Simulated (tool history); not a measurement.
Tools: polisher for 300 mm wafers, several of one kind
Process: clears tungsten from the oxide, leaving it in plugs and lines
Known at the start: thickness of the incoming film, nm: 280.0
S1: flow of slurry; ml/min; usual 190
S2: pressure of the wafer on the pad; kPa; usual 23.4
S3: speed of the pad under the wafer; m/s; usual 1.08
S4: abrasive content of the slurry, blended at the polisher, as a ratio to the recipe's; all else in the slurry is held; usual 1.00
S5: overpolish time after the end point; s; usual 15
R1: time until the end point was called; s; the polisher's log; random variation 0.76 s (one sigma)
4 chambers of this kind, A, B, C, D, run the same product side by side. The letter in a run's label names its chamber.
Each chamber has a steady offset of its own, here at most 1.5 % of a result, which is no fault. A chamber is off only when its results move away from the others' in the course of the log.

| run | hour | S1 | S2 | S3 | S4 | S5 | R1 |
|---|---|---|---|---|---|---|---|
| 1C | 3.4 | 190 | 23.4 | 1.08 | 1.00 | 15 | 59.130 |
|  | 6.1 | chamber B: slurry tank refilled with fresh slurry and peroxide |
| 2D | 8.3 | 190 | 23.4 | 1.08 | 1.00 | 15 | 60.077 |
| 3A | 12.7 | 190 | 23.4 | 1.08 | 1.00 | 15 | 59.617 |
| 4B | 16.8 | 190 | 23.4 | 1.08 | 1.00 | 15 | 58.693 |
| 5C | 19.0 | 190 | 23.4 | 1.08 | 1.00 | 15 | 58.736 |
|  | 21.0 | chamber A: slurry tank refilled with fresh slurry and peroxide |
| 6A | 21.8 | 190 | 23.4 | 1.08 | 1.00 | 15 | 59.802 |
| 7D | 26.2 | 190 | 23.4 | 1.08 | 1.00 | 15 | 61.767 |
| 8B | 30.6 | 190 | 23.4 | 1.08 | 1.00 | 15 | 58.873 |
|  | 35.3 | chamber D: slurry blender recalibrated |
| 9B | 35.3 | 190 | 23.4 | 1.08 | 1.00 | 15 | 58.913 |
| 10A | 38.2 | 190 | 23.4 | 1.08 | 1.00 | 15 | 59.247 |
| 11C | 42.6 | 190 | 23.4 | 1.08 | 1.00 | 15 | 59.464 |
| 12D | 47.6 | 190 | 23.4 | 1.08 | 1.00 | 15 | 62.579 |
| 13B | 49.9 | 190 | 23.4 | 1.08 | 1.00 | 11 | 59.789 |
| 14C | 53.0 | 190 | 23.4 | 1.08 | 1.00 | 11 | 58.921 |
| 15A | 55.9 | 190 | 23.4 | 1.08 | 1.00 | 11 | 59.055 |
|  | 56.1 | chamber B: slurry tank refilled with fresh slurry and peroxide |
| 16D | 58.8 | 190 | 23.4 | 1.08 | 1.00 | 11 | 63.134 |
| 17C | 63.9 | 190 | 23.4 | 1.08 | 1.00 | 15 | 57.811 |
| 18A | 68.6 | 190 | 23.4 | 1.08 | 1.00 | 15 | 58.929 |
| 19D | 71.1 | 190 | 20.0 | 1.08 | 0.75 | 15 | 80.895 |
| 20B | 74.4 | 190 | 20.0 | 1.08 | 0.75 | 15 | 73.039 |
| 21B | 78.2 | 190 | 20.0 | 1.08 | 0.75 | 15 | 74.143 |
| 22C | 80.7 | 190 | 20.0 | 1.08 | 0.75 | 15 | 71.297 |
| 23D | 83.6 | 190 | 23.4 | 1.08 | 1.00 | 15 | 66.471 |
| 24A | 87.2 | 190 | 23.4 | 1.08 | 1.00 | 20 | 58.384 |
| 25D | 90.5 | 190 | 23.4 | 1.08 | 1.00 | 20 | 66.866 |
| 26A | 94.2 | 190 | 23.4 | 1.08 | 1.00 | 20 | 59.540 |
| 27B | 98.3 | 190 | 23.4 | 1.08 | 1.00 | 20 | 57.251 |
| 28C | 100.9 | 190 | 23.4 | 1.08 | 1.00 | 15 | 58.515 |
| 29D | 103.4 | 190 | 23.4 | 1.08 | 1.00 | 15 | 68.645 |
| 30B | 107.4 | 190 | 23.4 | 1.08 | 1.00 | 15 | 59.508 |

Next, every chamber runs the same settings. What will each give?
| 31A | 111.1 | 190 | 23.4 | 1.08 | 0.70 | 15 | ? |
| 31B | 111.1 | 190 | 23.4 | 1.08 | 0.70 | 15 | ? |
| 31C | 111.1 | 190 | 23.4 | 1.08 | 0.70 | 15 | ? |
| 31D | 111.1 | 190 | 23.4 | 1.08 | 0.70 | 15 | ? |

| run | R1 |
|---|---|
| 31A | 65.229 |
| 31B | 64.936 |
| 31C | 63.227 |
| 31D | 73.496 |

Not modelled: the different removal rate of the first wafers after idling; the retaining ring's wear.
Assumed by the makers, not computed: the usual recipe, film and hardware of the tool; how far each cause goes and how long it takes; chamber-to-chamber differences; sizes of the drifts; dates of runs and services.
